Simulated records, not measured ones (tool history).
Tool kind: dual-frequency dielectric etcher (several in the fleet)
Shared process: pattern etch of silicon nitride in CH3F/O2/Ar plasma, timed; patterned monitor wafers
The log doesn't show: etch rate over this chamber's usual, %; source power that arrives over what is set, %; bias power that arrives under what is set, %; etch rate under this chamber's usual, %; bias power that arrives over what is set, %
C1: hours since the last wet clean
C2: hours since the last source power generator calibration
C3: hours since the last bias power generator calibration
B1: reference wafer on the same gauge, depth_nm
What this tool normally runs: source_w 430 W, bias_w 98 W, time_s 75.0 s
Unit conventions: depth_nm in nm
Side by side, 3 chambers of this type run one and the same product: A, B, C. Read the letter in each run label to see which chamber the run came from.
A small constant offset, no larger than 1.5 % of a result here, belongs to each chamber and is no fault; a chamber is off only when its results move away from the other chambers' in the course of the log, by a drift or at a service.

run 1C hour=4.7 | source_w=430 bias_w=98 time_s=75.0 | C1=457.2 C2=8.4 C3=231.9 | B1=69.187 | depth_nm=58.996
run 2B hour=10.3 | source_w=430 bias_w=98 time_s=75.0 | C1=366.9 C2=3842.1 C3=3483.1 | B1=69.300 | depth_nm=59.330
run 3A hour=15.3 | source_w=430 bias_w=98 time_s=75.0 | C1=395.2 C2=238.3 C3=3027.7 | B1=69.214 | depth_nm=59.655
run 4C hour=18.4 | source_w=430 bias_w=98 time_s=75.0 | C1=470.9 C2=22.1 C3=245.6 | B1=69.169 | depth_nm=59.075
run 5A hour=21.4 | source_w=430 bias_w=110 time_s=60.5 | C1=401.3 C2=244.4 C3=3033.8 | B1=69.214 | depth_nm=50.300
run 6B hour=26.6 | source_w=430 bias_w=110 time_s=60.5 | C1=383.2 C2=3858.4 C3=3499.4 | B1=69.245 | depth_nm=50.499
run 7A hour=30.4 | source_w=430 bias_w=110 time_s=60.5 | C1=410.3 C2=253.4 C3=3042.8 | B1=69.143 | depth_nm=50.506
run 8C hour=34.1 | source_w=430 bias_w=87 time_s=75.0 | C1=486.6 C2=37.8 C3=261.3 | B1=69.093 | depth_nm=56.738
run 9B hour=37.0 | source_w=430 bias_w=87 time_s=75.0 | C1=393.6 C2=3868.8 C3=3509.8 | B1=69.146 | depth_nm=57.037
run 10C hour=41.8 | source_w=430 bias_w=87 time_s=75.0 | C1=494.3 C2=45.5 C3=269.0 | B1=69.175 | depth_nm=56.611
run 11B hour=45.5 | source_w=430 bias_w=98 time_s=75.0 | C1=402.1 C2=3877.3 C3=3518.3 | B1=69.253 | depth_nm=58.925
run 12A hour=50.9 | source_w=430 bias_w=98 time_s=75.0 | C1=430.8 C2=273.9 C3=3063.3 | B1=69.229 | depth_nm=60.582
run 13B hour=54.8 | source_w=430 bias_w=98 time_s=75.0 | C1=411.4 C2=3886.6 C3=3527.6 | B1=69.256 | depth_nm=59.082
run 14A hour=58.5 | source_w=430 bias_w=98 time_s=57.0 | C1=438.4 C2=281.5 C3=3070.9 | B1=69.189 | depth_nm=45.993
run 15C hour=63.2 | source_w=430 bias_w=98 time_s=57.0 | C1=515.7 C2=66.9 C3=290.4 | B1=69.118 | depth_nm=45.151
run 16B hour=67.8 | source_w=430 bias_w=98 time_s=57.0 | C1=424.4 C2=3899.6 C3=3540.6 | B1=69.075 | depth_nm=45.498
run 17A hour=70.7 | source_w=430 bias_w=98 time_s=75.0 | C1=450.6 C2=293.7 C3=3083.1 | B1=69.183 | depth_nm=59.972
-- hour=73.8 chamber B: wet clean of the chamber
run 18C hour=73.9 | source_w=430 bias_w=98 time_s=75.0 | C1=526.4 C2=77.6 C3=301.1 | B1=69.187 | depth_nm=59.671
run 19B hour=79.3 | source_w=430 bias_w=98 time_s=75.0 | C1=5.6 C2=3911.1 C3=3552.1 | B1=69.133 | depth_nm=57.191
run 20C hour=82.6 | source_w=430 bias_w=98 time_s=75.0 | C1=535.1 C2=86.3 C3=309.8 | B1=69.180 | depth_nm=59.078
run 21A hour=87.0 | source_w=430 bias_w=98 time_s=75.0 | C1=466.9 C2=310.0 C3=3099.4 | B1=69.169 | depth_nm=59.887
run 22B hour=89.6 | source_w=430 bias_w=98 time_s=75.0 | C1=15.9 C2=3921.4 C3=3562.4 | B1=69.110 | depth_nm=56.653
run 23C hour=94.8 | source_w=430 bias_w=98 time_s=75.0 | C1=547.3 C2=98.5 C3=322.0 | B1=69.121 | depth_nm=59.130
run 24A hour=98.0 | source_w=430 bias_w=98 time_s=75.0 | C1=477.9 C2=321.0 C3=3110.4 | B1=69.089 | depth_nm=59.927
run 25B hour=100.7 | source_w=430 bias_w=98 time_s=55.0 | C1=27.0 C2=3932.5 C3=3573.5 | B1=69.179 | depth_nm=41.815
run 26C hour=106.1 | source_w=430 bias_w=98 time_s=55.0 | C1=558.6 C2=109.8 C3=333.3 | B1=69.118 | depth_nm=43.570
run 27A hour=111.7 | source_w=430 bias_w=98 time_s=55.0 | C1=491.6 C2=334.7 C3=3124.1 | B1=69.050 | depth_nm=44.253
run 28A hour=115.5 | source_w=430 bias_w=98 time_s=75.0 | C1=495.4 C2=338.5 C3=3127.9 | B1=69.276 | depth_nm=59.291
run 29B hour=118.9 | source_w=430 bias_w=98 time_s=75.0 | C1=45.2 C2=3950.7 C3=3591.7 | B1=69.183 | depth_nm=56.475

The same settings go to every chamber for the next run, one line per chamber below. Forecast the results for each:
run 30A hour=123.1 | source_w=490 bias_w=98 time_s=75.0 | depth_nm=?
run 30B hour=123.1 | source_w=490 bias_w=98 time_s=75.0 | depth_nm=?
run 30C hour=123.1 | source_w=490 bias_w=98 time_s=75.0 | depth_nm=?

run=30A depth_nm=62.892
run=30B depth_nm=59.597
run=30C depth_nm=63.154
